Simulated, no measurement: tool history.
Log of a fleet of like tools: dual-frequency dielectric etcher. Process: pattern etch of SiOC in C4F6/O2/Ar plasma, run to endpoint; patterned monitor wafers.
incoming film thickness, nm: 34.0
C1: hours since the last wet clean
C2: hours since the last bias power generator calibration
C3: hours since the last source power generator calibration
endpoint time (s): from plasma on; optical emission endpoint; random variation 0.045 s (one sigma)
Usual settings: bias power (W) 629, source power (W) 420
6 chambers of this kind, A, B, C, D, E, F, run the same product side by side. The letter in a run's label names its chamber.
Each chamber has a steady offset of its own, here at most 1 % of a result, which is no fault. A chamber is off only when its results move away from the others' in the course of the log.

run 1E day=0.471 | bias_power_(W)=629 source_power_(W)=420 | C1=298.9 C2=1820.6 C3=2235.5 | endpoint_time_(s)=10.2010
run 2B day=0.742 | bias_power_(W)=629 source_power_(W)=420 | C1=340.9 C2=1096.1 C3=365.7 | endpoint_time_(s)=10.4430
run 3F day=1.238 | bias_power_(W)=629 source_power_(W)=420 | C1=227.3 C2=1524.5 C3=1935.9 | endpoint_time_(s)=10.2890
run 4A day=1.712 | bias_power_(W)=629 source_power_(W)=420 | C1=413.8 C2=45.3 C3=2736.6 | endpoint_time_(s)=10.4310
run 5C day=2.079 | bias_power_(W)=629 source_power_(W)=420 | C1=375.5 C2=2575.9 C3=1174.3 | endpoint_time_(s)=10.3460
run 6D day=2.433 | bias_power_(W)=629 source_power_(W)=420 | C1=290.9 C2=1818.4 C3=1072.9 | endpoint_time_(s)=10.2210
run 7E day=2.708 | bias_power_(W)=629 source_power_(W)=420 | C1=352.6 C2=1874.3 C3=2289.2 | endpoint_time_(s)=10.2070
-- day=2.917 chamber A: wet clean of the chamber
run 8F day=3.092 | bias_power_(W)=629 source_power_(W)=420 | C1=271.8 C2=1569.0 C3=1980.4 | endpoint_time_(s)=10.2700
run 9B day=3.596 | bias_power_(W)=769 source_power_(W)=500 | C1=409.4 C2=1164.6 C3=434.2 | endpoint_time_(s)=9.0103
run 10C day=4.083 | bias_power_(W)=769 source_power_(W)=500 | C1=423.6 C2=2624.0 C3=1222.4 | endpoint_time_(s)=9.0135
run 11D day=4.375 | bias_power_(W)=769 source_power_(W)=500 | C1=337.5 C2=1865.0 C3=1119.5 | endpoint_time_(s)=8.9833
run 12A day=4.833 | bias_power_(W)=769 source_power_(W)=500 | C1=46.0 C2=120.2 C3=2811.5 | endpoint_time_(s)=8.9750
run 13E day=5.292 | bias_power_(W)=769 source_power_(W)=500 | C1=414.6 C2=1936.3 C3=2351.2 | endpoint_time_(s)=8.9162
run 14C day=5.617 | bias_power_(W)=769 source_power_(W)=500 | C1=460.4 C2=2660.8 C3=1259.2 | endpoint_time_(s)=8.8676
run 15B day=5.971 | bias_power_(W)=629 source_power_(W)=420 | C1=466.4 C2=1221.6 C3=491.2 | endpoint_time_(s)=10.3090
run 16D day=6.404 | bias_power_(W)=629 source_power_(W)=420 | C1=386.2 C2=1913.7 C3=1168.2 | endpoint_time_(s)=10.3990
run 17F day=6.942 | bias_power_(W)=629 source_power_(W)=420 | C1=364.2 C2=1661.4 C3=2072.8 | endpoint_time_(s)=10.2690
run 18A day=7.229 | bias_power_(W)=629 source_power_(W)=420 | C1=103.5 C2=177.7 C3=2869.0 | endpoint_time_(s)=10.4300
run 19B day=7.488 | bias_power_(W)=629 source_power_(W)=420 | C1=502.8 C2=1258.0 C3=527.6 | endpoint_time_(s)=10.3740
-- day=7.542 chamber B: wet clean of the chamber
run 20E day=7.875 | bias_power_(W)=629 source_power_(W)=420 | C1=476.6 C2=1998.3 C3=2413.2 | endpoint_time_(s)=10.2550
run 21F day=8.317 | bias_power_(W)=629 source_power_(W)=420 | C1=397.2 C2=1694.4 C3=2105.8 | endpoint_time_(s)=10.2060
-- day=8.833 chamber C: wet clean of the chamber
run 22C day=8.854 | bias_power_(W)=629 source_power_(W)=420 | C1=0.5 C2=2738.5 C3=1336.9 | endpoint_time_(s)=9.9524
run 23A day=9.304 | bias_power_(W)=629 source_power_(W)=420 | C1=153.3 C2=227.5 C3=2918.8 | endpoint_time_(s)=10.3770
run 24D day=9.658 | bias_power_(W)=728 source_power_(W)=370 | C1=464.3 C2=1991.8 C3=1246.3 | endpoint_time_(s)=10.2270
run 25D day=9.942 | bias_power_(W)=728 source_power_(W)=370 | C1=471.1 C2=1998.6 C3=1253.1 | endpoint_time_(s)=10.3050
-- day=10.042 chamber D: wet clean of the chamber
run 26B day=10.375 | bias_power_(W)=728 source_power_(W)=370 | C1=68.0 C2=1327.3 C3=596.9 | endpoint_time_(s)=10.2020
-- day=10.496 chamber F: wet clean of the chamber
run 27A day=10.904 | bias_power_(W)=728 source_power_(W)=370 | C1=191.7 C2=265.9 C3=2957.2 | endpoint_time_(s)=10.2990
run 28E day=11.375 | bias_power_(W)=728 source_power_(W)=370 | C1=560.6 C2=2082.3 C3=2497.2 | endpoint_time_(s)=10.1610
run 29C day=11.717 | bias_power_(W)=728 source_power_(W)=370 | C1=69.2 C2=2807.2 C3=1405.6 | endpoint_time_(s)=9.8770
run 30F day=11.971 | bias_power_(W)=629 source_power_(W)=420 | C1=35.4 C2=1782.1 C3=2193.5 | endpoint_time_(s)=10.1990
run 31F day=12.500 | bias_power_(W)=629 source_power_(W)=420 | C1=48.1 C2=1794.8 C3=2206.2 | endpoint_time_(s)=10.2760
run 32E day=12.958 | bias_power_(W)=629 source_power_(W)=420 | C1=598.6 C2=2120.3 C3=2535.2 | endpoint_time_(s)=10.2100
run 33B day=13.383 | bias_power_(W)=629 source_power_(W)=420 | C1=140.2 C2=1399.5 C3=669.1 | endpoint_time_(s)=10.3940
run 34A day=13.758 | bias_power_(W)=629 source_power_(W)=420 | C1=260.2 C2=334.4 C3=3025.7 | endpoint_time_(s)=10.3630
run 35D day=14.000 | bias_power_(W)=629 source_power_(W)=420 | C1=95.1 C2=2096.0 C3=1350.5 | endpoint_time_(s)=10.3200
-- day=14.038 chamber E: wet clean of the chamber
run 36C day=14.529 | bias_power_(W)=629 source_power_(W)=420 | C1=136.7 C2=2874.7 C3=1473.1 | endpoint_time_(s)=9.9679
run 37B day=14.921 | bias_power_(W)=629 source_power_(W)=420 | C1=177.1 C2=1436.4 C3=706.0 | endpoint_time_(s)=10.3850
run 38E day=15.179 | bias_power_(W)=629 source_power_(W)=420 | C1=27.5 C2=2173.6 C3=2588.5 | endpoint_time_(s)=10.2640
run 39C day=15.479 | bias_power_(W)=629 source_power_(W)=420 | C1=159.5 C2=2897.5 C3=1495.9 | endpoint_time_(s)=10.0200
run 40F day=15.879 | bias_power_(W)=629 source_power_(W)=420 | C1=129.2 C2=1875.9 C3=2287.3 | endpoint_time_(s)=10.2300
run 41D day=16.129 | bias_power_(W)=629 source_power_(W)=420 | C1=146.2 C2=2147.1 C3=1401.6 | endpoint_time_(s)=10.2910
run 42A day=16.612 | bias_power_(W)=629 source_power_(W)=420 | C1=328.7 C2=402.9 C3=3094.2 | endpoint_time_(s)=10.4420

Next, every chamber runs the same settings. What will each give?
run 43A day=17.004 | bias_power_(W)=629 source_power_(W)=420 | endpoint_time_(s)=?
run 43B day=17.004 | bias_power_(W)=629 source_power_(W)=420 | endpoint_time_(s)=?
run 43C day=17.004 | bias_power_(W)=629 source_power_(W)=420 | endpoint_time_(s)=?
run 43D day=17.004 | bias_power_(W)=629 source_power_(W)=420 | endpoint_time_(s)=?
run 43E day=17.004 | bias_power_(W)=629 source_power_(W)=420 | endpoint_time_(s)=?
run 43F day=17.004 | bias_power_(W)=629 source_power_(W)=420 | endpoint_time_(s)=?

run=43A endpoint_time_(s)=10.4110
run=43B endpoint_time_(s)=10.3260
run=43C endpoint_time_(s)=10.0330
run=43D endpoint_time_(s)=10.3390
run=43E endpoint_time_(s)=10.2890
run=43F endpoint_time_(s)=10.2350
